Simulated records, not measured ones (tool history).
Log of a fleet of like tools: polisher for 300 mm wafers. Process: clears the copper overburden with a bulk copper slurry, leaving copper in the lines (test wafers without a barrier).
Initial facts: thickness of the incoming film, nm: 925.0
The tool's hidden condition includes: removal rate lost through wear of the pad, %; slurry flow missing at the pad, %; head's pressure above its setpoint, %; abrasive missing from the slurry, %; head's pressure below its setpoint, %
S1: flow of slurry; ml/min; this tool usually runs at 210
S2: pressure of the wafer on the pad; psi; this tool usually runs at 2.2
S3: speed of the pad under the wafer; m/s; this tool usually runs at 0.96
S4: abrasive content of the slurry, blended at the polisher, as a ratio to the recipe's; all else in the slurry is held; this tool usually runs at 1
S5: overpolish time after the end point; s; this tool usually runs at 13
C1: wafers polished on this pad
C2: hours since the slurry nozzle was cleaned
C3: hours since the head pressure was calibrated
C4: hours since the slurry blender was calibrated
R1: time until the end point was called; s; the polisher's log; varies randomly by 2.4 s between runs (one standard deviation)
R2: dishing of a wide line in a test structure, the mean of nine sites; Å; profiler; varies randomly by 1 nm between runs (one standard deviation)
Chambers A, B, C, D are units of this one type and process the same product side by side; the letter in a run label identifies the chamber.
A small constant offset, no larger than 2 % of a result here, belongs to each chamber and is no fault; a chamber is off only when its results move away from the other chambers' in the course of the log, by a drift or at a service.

{"hour": 1.1, "done": "chamber C: slurry nozzle cleaned"}
{"run": "1A", "hour": 6.0, "S1": 210, "S2": 2.2, "S3": 0.96, "S4": 1, "S5": 13, "C1": 319, "C2": 356.5, "C3": 206.0, "C4": 70.4, "R1": 128.26, "R2": 540.91}
{"run": "2D", "hour": 11.3, "S1": 210, "S2": 2.2, "S3": 0.96, "S4": 1, "S5": 13, "C1": 416, "C2": 96.7, "C3": 63.8, "C4": 120.2, "R1": 132.14, "R2": 538.99}
{"run": "3B", "hour": 15.7, "S1": 210, "S2": 2.2, "S3": 0.96, "S4": 1, "S5": 13, "C1": 134, "C2": 72.5, "C3": 1253.4, "C4": 176.6, "R1": 130.0, "R2": 555.47}
{"run": "4C", "hour": 22.2, "S1": 210, "S2": 2.2, "S3": 0.96, "S4": 1, "S5": 13, "C1": 145, "C2": 21.1, "C3": 303.8, "C4": 153.8, "R1": 130.76, "R2": 547.81}
{"run": "5C", "hour": 27.5, "S1": 210, "S2": 2.2, "S3": 0.96, "S4": 1, "S5": 13, "C1": 172, "C2": 26.4, "C3": 309.1, "C4": 159.1, "R1": 133.35, "R2": 541.8}
{"hour": 34.2, "done": "chamber D: worn pad replaced by a new one"}
{"run": "6B", "hour": 35.9, "S1": 210, "S2": 2.2, "S3": 0.96, "S4": 1, "S5": 13, "C1": 240, "C2": 92.7, "C3": 1273.6, "C4": 196.8, "R1": 126.3, "R2": 549.75}
{"run": "7D", "hour": 40.6, "S1": 210, "S2": 2.2, "S3": 0.96, "S4": 1, "S5": 13, "C1": 33, "C2": 126.0, "C3": 93.1, "C4": 149.5, "R1": 129.63, "R2": 538.54}
{"run": "8A", "hour": 45.5, "S1": 210, "S2": 2.2, "S3": 0.96, "S4": 1, "S5": 13, "C1": 525, "C2": 396.0, "C3": 245.5, "C4": 109.9, "R1": 129.46, "R2": 544.43}
{"run": "9D", "hour": 49.7, "S1": 210, "S2": 2.2, "S3": 0.96, "S4": 1, "S5": 13, "C1": 81, "C2": 135.1, "C3": 102.2, "C4": 158.6, "R1": 127.07, "R2": 539.42}
{"run": "10A", "hour": 56.0, "S1": 210, "S2": 2.2, "S3": 0.96, "S4": 1, "S5": 13, "C1": 580, "C2": 406.5, "C3": 256.0, "C4": 120.4, "R1": 129.72, "R2": 541.18}
{"run": "11C", "hour": 63.1, "S1": 210, "S2": 2.2, "S3": 0.96, "S4": 1, "S5": 13, "C1": 358, "C2": 62.0, "C3": 344.7, "C4": 194.7, "R1": 131.34, "R2": 532.02}
{"run": "12B", "hour": 70.9, "S1": 210, "S2": 2.2, "S3": 0.96, "S4": 1, "S5": 13, "C1": 423, "C2": 127.7, "C3": 1308.6, "C4": 231.8, "R1": 132.52, "R2": 558.49}
{"run": "13D", "hour": 75.1, "S1": 210, "S2": 2.2, "S3": 0.96, "S4": 1, "S5": 13, "C1": 214, "C2": 160.5, "C3": 127.6, "C4": 184.0, "R1": 126.31, "R2": 540.28}
{"run": "14B", "hour": 82.2, "S1": 210, "S2": 2.2, "S3": 0.96, "S4": 1, "S5": 13, "C1": 482, "C2": 139.0, "C3": 1319.9, "C4": 243.1, "R1": 128.66, "R2": 548.9}
{"run": "15C", "hour": 89.7, "S1": 210, "S2": 2.2, "S3": 0.96, "S4": 1, "S5": 13, "C1": 498, "C2": 88.6, "C3": 371.3, "C4": 221.3, "R1": 130.52, "R2": 537.36}
{"run": "16A", "hour": 94.3, "S1": 210, "S2": 2.2, "S3": 0.96, "S4": 1, "S5": 8, "C1": 780, "C2": 444.8, "C3": 294.3, "C4": 158.7, "R1": 127.4, "R2": 379.6}
{"run": "17D", "hour": 98.7, "S1": 210, "S2": 2.2, "S3": 0.96, "S4": 1, "S5": 8, "C1": 337, "C2": 184.1, "C3": 151.2, "C4": 207.6, "R1": 131.45, "R2": 372.61}
{"run": "18B", "hour": 103.5, "S1": 210, "S2": 2.2, "S3": 0.96, "S4": 1, "S5": 8, "C1": 593, "C2": 160.3, "C3": 1341.2, "C4": 264.4, "R1": 136.8, "R2": 363.9}
{"hour": 106.9, "done": "chamber B: slurry blender recalibrated"}
{"run": "19C", "hour": 107.7, "S1": 210, "S2": 2.2, "S3": 0.96, "S4": 1, "S5": 8, "C1": 592, "C2": 106.6, "C3": 389.3, "C4": 239.3, "R1": 131.67, "R2": 370.7}
{"run": "20A", "hour": 113.0, "S1": 210, "S2": 2.2, "S3": 1.26, "S4": 1, "S5": 10, "C1": 878, "C2": 463.5, "C3": 313.0, "C4": 177.4, "R1": 99.262, "R2": 539.72}
{"hour": 118.0, "done": "chamber C: worn pad replaced by a new one"}
{"run": "21C", "hour": 118.6, "S1": 210, "S2": 2.2, "S3": 1.26, "S4": 1, "S5": 10, "C1": 3, "C2": 117.5, "C3": 400.2, "C4": 250.2, "R1": 97.91, "R2": 545.61}
{"run": "22B", "hour": 122.7, "S1": 210, "S2": 2.2, "S3": 1.26, "S4": 1, "S5": 10, "C1": 694, "C2": 179.5, "C3": 1360.4, "C4": 15.9, "R1": 98.932, "R2": 526.58}
{"run": "23D", "hour": 126.7, "S1": 210, "S2": 2.2, "S3": 1.26, "S4": 1, "S5": 10, "C1": 483, "C2": 212.1, "C3": 179.2, "C4": 235.6, "R1": 102.13, "R2": 543.65}
{"run": "24A", "hour": 132.0, "S1": 210, "S2": 2.2, "S3": 0.96, "S4": 1, "S5": 13, "C1": 977, "C2": 482.5, "C3": 332.0, "C4": 196.4, "R1": 129.38, "R2": 540.45}

All 4 chambers run these settings next. Forecast each chamber's results:
{"run": "25A", "hour": 138.4, "S1": 210, "S2": 2.2, "S3": 0.96, "S4": 1, "S5": 13, "R1": "?", "R2": "?"}
{"run": "25B", "hour": 138.4, "S1": 210, "S2": 2.2, "S3": 0.96, "S4": 1, "S5": 13, "R1": "?", "R2": "?"}
{"run": "25C", "hour": 138.4, "S1": 210, "S2": 2.2, "S3": 0.96, "S4": 1, "S5": 13, "R1": "?", "R2": "?"}
{"run": "25D", "hour": 138.4, "S1": 210, "S2": 2.2, "S3": 0.96, "S4": 1, "S5": 13, "R1": "?", "R2": "?"}

run=25A R1=133.220 R2=530.10
run=25B R1=131.590 R2=538.36
run=25C R1=132.030 R2=541.36
run=25D R1=133.760 R2=534.55
